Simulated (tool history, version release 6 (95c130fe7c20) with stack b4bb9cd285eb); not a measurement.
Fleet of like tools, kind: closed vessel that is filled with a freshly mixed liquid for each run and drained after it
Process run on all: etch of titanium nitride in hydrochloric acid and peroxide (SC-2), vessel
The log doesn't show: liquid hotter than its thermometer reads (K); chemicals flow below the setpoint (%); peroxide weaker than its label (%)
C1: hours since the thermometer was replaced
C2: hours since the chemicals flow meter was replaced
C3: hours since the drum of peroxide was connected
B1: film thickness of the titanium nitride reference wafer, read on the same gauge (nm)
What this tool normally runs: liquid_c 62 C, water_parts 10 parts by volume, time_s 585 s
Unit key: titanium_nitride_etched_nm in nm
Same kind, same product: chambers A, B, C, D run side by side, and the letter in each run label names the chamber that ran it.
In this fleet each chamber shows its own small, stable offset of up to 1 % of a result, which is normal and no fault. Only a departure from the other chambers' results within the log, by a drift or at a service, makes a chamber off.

run 1B hour=8.5 | liquid_c=62 water_parts=10 time_s=585 | C1=1750.7 C2=484.4 C3=1120.1 | B1=79.991 | titanium_nitride_etched_nm=39.41
run 2A hour=17.8 | liquid_c=62 water_parts=10 time_s=585 | C1=707.5 C2=2203.3 C3=249.9 | B1=80.034 | titanium_nitride_etched_nm=39.328
run 3D hour=29.5 | liquid_c=62 water_parts=10 time_s=585 | C1=119.8 C2=655.7 C3=181.4 | B1=80.028 | titanium_nitride_etched_nm=39.389
run 4C hour=35.6 | liquid_c=62 water_parts=10 time_s=585 | C1=872 C2=419.3 C3=286.9 | B1=80.008 | titanium_nitride_etched_nm=39.637
run 5D hour=47.9 | liquid_c=62 water_parts=10 time_s=585 | C1=138.2 C2=674.1 C3=199.8 | B1=80.006 | titanium_nitride_etched_nm=39.69
run 6A hour=56.7 | liquid_c=62 water_parts=10 time_s=585 | C1=746.4 C2=2242.2 C3=288.8 | B1=79.986 | titanium_nitride_etched_nm=39.676
run 7C hour=63.9 | liquid_c=71.5 water_parts=6 time_s=585 | C1=900.3 C2=447.6 C3=315.2 | B1=80.004 | titanium_nitride_etched_nm=106.13
run 8B hour=69.5 | liquid_c=71.5 water_parts=6 time_s=585 | C1=1811.7 C2=545.4 C3=1181.1 | B1=80.012 | titanium_nitride_etched_nm=105.73
run 9B hour=80.9 | liquid_c=71.5 water_parts=6 time_s=585 | C1=1823.1 C2=556.8 C3=1192.5 | B1=80.011 | titanium_nitride_etched_nm=104.76
run 10D hour=87.6 | liquid_c=71.5 water_parts=6 time_s=585 | C1=177.9 C2=713.8 C3=239.5 | B1=80.009 | titanium_nitride_etched_nm=105.82
-- hour=92.5 chamber A: chemicals flow meter replaced
run 11C hour=97.2 | liquid_c=62 water_parts=10 time_s=585 | C1=933.6 C2=480.9 C3=348.5 | B1=79.993 | titanium_nitride_etched_nm=39.586
-- hour=102.8 chamber B: new drum of peroxide connected
run 12A hour=107.5 | liquid_c=62 water_parts=10 time_s=585 | C1=797.2 C2=15 C3=339.6 | B1=79.957 | titanium_nitride_etched_nm=39.215
run 13C hour=115.4 | liquid_c=62 water_parts=10 time_s=585 | C1=951.8 C2=499.1 C3=366.7 | B1=80.034 | titanium_nitride_etched_nm=40.145
run 14A hour=124.7 | liquid_c=62 water_parts=10 time_s=585 | C1=814.4 C2=32.2 C3=356.8 | B1=80.017 | titanium_nitride_etched_nm=39.367
run 15B hour=132.2 | liquid_c=62 water_parts=10 time_s=585 | C1=1874.4 C2=608.1 C3=29.5 | B1=79.96 | titanium_nitride_etched_nm=39.494
run 16D hour=139.7 | liquid_c=62 water_parts=10 time_s=585 | C1=230 C2=765.9 C3=291.6 | B1=79.979 | titanium_nitride_etched_nm=39.538
run 17A hour=151 | liquid_c=62 water_parts=10 time_s=585 | C1=840.7 C2=58.5 C3=383.1 | B1=79.995 | titanium_nitride_etched_nm=39.621
run 18B hour=162.6 | liquid_c=62 water_parts=10 time_s=585 | C1=1904.8 C2=638.5 C3=59.9 | B1=80.028 | titanium_nitride_etched_nm=39.76
run 19D hour=174.1 | liquid_c=62 water_parts=10 time_s=585 | C1=264.4 C2=800.3 C3=326 | B1=79.995 | titanium_nitride_etched_nm=39.339
run 20C hour=186.3 | liquid_c=62 water_parts=10 time_s=585 | C1=1022.7 C2=570 C3=437.6 | B1=79.942 | titanium_nitride_etched_nm=38.797
run 21D hour=192.5 | liquid_c=62 water_parts=10 time_s=585 | C1=282.8 C2=818.7 C3=344.4 | B1=79.984 | titanium_nitride_etched_nm=39.196
run 22A hour=199.3 | liquid_c=62 water_parts=10 time_s=585 | C1=889 C2=106.8 C3=431.4 | B1=80.033 | titanium_nitride_etched_nm=39.52
run 23C hour=204.9 | liquid_c=62 water_parts=10 time_s=585 | C1=1041.3 C2=588.6 C3=456.2 | B1=79.989 | titanium_nitride_etched_nm=38.494
run 24B hour=215.3 | liquid_c=62 water_parts=10 time_s=585 | C1=1957.5 C2=691.2 C3=112.6 | B1=80.003 | titanium_nitride_etched_nm=39.357
run 25B hour=225.9 | liquid_c=62 water_parts=10 time_s=585 | C1=1968.1 C2=701.8 C3=123.2 | B1=80.006 | titanium_nitride_etched_nm=39.771
run 26C hour=236.3 | liquid_c=62 water_parts=12 time_s=585 | C1=1072.7 C2=620 C3=487.6 | B1=80.019 | titanium_nitride_etched_nm=32.946
run 27A hour=247.7 | liquid_c=62 water_parts=12 time_s=585 | C1=937.4 C2=155.2 C3=479.8 | B1=79.996 | titanium_nitride_etched_nm=33.678
run 28D hour=253.5 | liquid_c=62 water_parts=12 time_s=585 | C1=343.8 C2=879.7 C3=405.4 | B1=80.009 | titanium_nitride_etched_nm=33.972
run 29C hour=260.3 | liquid_c=62 water_parts=12 time_s=585 | C1=1096.7 C2=644 C3=511.6 | B1=79.977 | titanium_nitride_etched_nm=32.649
run 30B hour=266.1 | liquid_c=62 water_parts=10 time_s=585 | C1=2008.3 C2=742 C3=163.4 | B1=79.999 | titanium_nitride_etched_nm=39.523
run 31A hour=278.3 | liquid_c=71.5 water_parts=10 time_s=585 | C1=968 C2=185.8 C3=510.4 | B1=79.974 | titanium_nitride_etched_nm=69.89
run 32D hour=290.5 | liquid_c=71.5 water_parts=10 time_s=585 | C1=380.8 C2=916.7 C3=442.4 | B1=80.008 | titanium_nitride_etched_nm=70.572
run 33C hour=296 | liquid_c=71.5 water_parts=10 time_s=585 | C1=1132.4 C2=679.7 C3=547.3 | B1=79.973 | titanium_nitride_etched_nm=67.551
run 34A hour=304.9 | liquid_c=71.5 water_parts=10 time_s=585 | C1=994.6 C2=212.4 C3=537 | B1=79.968 | titanium_nitride_etched_nm=70.136
run 35B hour=311.3 | liquid_c=62 water_parts=14 time_s=775 | C1=2053.5 C2=787.2 C3=208.6 | B1=79.994 | titanium_nitride_etched_nm=39.65
run 36D hour=321.2 | liquid_c=62 water_parts=14 time_s=775 | C1=411.5 C2=947.4 C3=473.1 | B1=80.001 | titanium_nitride_etched_nm=39.529

Decide between three cases: one chamber stands off from its peers, the gauge reading all wafers drifts, or nothing is wrong past each chamber's small offset. Where a chamber is off, say which and what most likely put it there.

Chamber C drifts away from the others.
What lies behind it: chemicals flow below the setpoint (%) = 7.56.
The log might look much the same if the cause were instead: liquid colder than its thermometer reads (K); peroxide weaker than its label (%).

Here are 4 candidates for chamber C's next run, each the usual settings with a change, their results left as question marks. Which one brings its results back in line with what the others give on the usual settings?
In-line tolerance around the mean of the other chambers on the usual settings: titanium_nitride_etched_nm 0.66 nm
run 37C-1 hour=330 | liquid_c=62 water_parts=10 time_s=605 | titanium_nitride_etched_nm=?
run 37C-2 hour=330 | liquid_c=62 water_parts=10 time_s=565 | titanium_nitride_etched_nm=?
run 37C-3 hour=330 | liquid_c=61.5 water_parts=10 time_s=570 | titanium_nitride_etched_nm=?
run 37C-4 hour=330 | liquid_c=63 water_parts=10 time_s=585 | titanium_nitride_etched_nm=?

On the usual settings, the other chambers give on average: titanium_nitride_etched_nm 39.555 nm
run=37C-1 titanium_nitride_etched_nm=38.413
run=37C-2 titanium_nitride_etched_nm=35.874
run=37C-3 titanium_nitride_etched_nm=35.064
run=37C-4 titanium_nitride_etched_nm=39.535
Change 37C-4 lands the chamber within the allowed miss of the other chambers.
